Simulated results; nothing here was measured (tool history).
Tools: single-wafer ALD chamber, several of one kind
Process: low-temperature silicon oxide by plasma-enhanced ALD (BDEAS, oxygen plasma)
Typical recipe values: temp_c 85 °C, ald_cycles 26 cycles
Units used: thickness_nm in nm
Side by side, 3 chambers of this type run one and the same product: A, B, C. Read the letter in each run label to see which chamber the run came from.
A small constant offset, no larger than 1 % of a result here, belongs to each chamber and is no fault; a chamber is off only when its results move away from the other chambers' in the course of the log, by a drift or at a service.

run	hour	temp_c	ald_cycles	read-back reference wafer on the same gauge, thickness_nm	thickness_nm
1A	4.7	85	26	3.4159	3.9215
2C	10.7	85	26	3.4228	3.8605
3B	14.1	85	26	3.4182	3.9210
4B	20.1	85	26	3.4179	3.9251
5A	25.3	85	26	3.4179	3.8826
6C	33.0	85	26	3.4220	3.8724
7B	38.7	85	26	3.4234	3.9625
8C	46.0	85	26	3.4168	3.8776
9A	50.2	85	26	3.4217	3.9324
10C	54.7	85	26	3.4229	3.8983
11B	61.8	85	26	3.4199	3.9312
12A	68.6	85	26	3.4217	3.8745
13B	72.3	85	26	3.4192	3.9021
14A	77.3	85	26	3.4182	3.9106
15C	81.3	85	26	3.4200	3.8931
16A	87.1	85	26	3.4193	3.9456
17C	91.8	85	26	3.4182	3.8771
18B	99.5	92	31	3.4214	4.5825
19C	105.9	92	31	3.4192	4.5173
20B	112.4	92	31	3.4206	4.5629
21A	119.7	99	26	3.4185	3.7419
22A	126.7	99	26	3.4219	3.6879
23B	133.3	99	26	3.4176	3.7282
24C	139.2	85	26	3.4192	3.9028
25C	143.3	85	26	3.4184	3.9011
26B	148.0	70	28	3.4218	4.4415
27A	155.0	70	28	3.4223	4.4263
28A	161.8	70	28	3.4263	4.4469
29C	168.3	85	26	3.4199	3.8669
30B	172.2	85	26	3.4203	3.9316
# hour 176.0: chamber B: thermocouple changed; heater temperature recalibrated
31A	176.2	85	26	3.4198	3.9460
# hour 180.1: chamber A: thermocouple changed; heater temperature recalibrated
32B	182.3	85	24	3.4169	3.6414
33C	187.9	85	24	3.4170	3.5705
34C	195.5	85	24	3.4208	3.5780
35A	201.4	85	26	3.4245	3.9271
36B	208.9	74	24	3.4228	3.7648
37A	214.1	74	24	3.4214	3.7331
38B	217.9	74	24	3.4171	3.7347

Decide between three cases: one chamber stands off from its peers, the gauge reading all wafers drifts, or nothing is wrong past each chamber's small offset. Where a chamber is off, say which and what most likely put it there.

No chamber stands off beyond its own small offset, and the gauge holds steady.

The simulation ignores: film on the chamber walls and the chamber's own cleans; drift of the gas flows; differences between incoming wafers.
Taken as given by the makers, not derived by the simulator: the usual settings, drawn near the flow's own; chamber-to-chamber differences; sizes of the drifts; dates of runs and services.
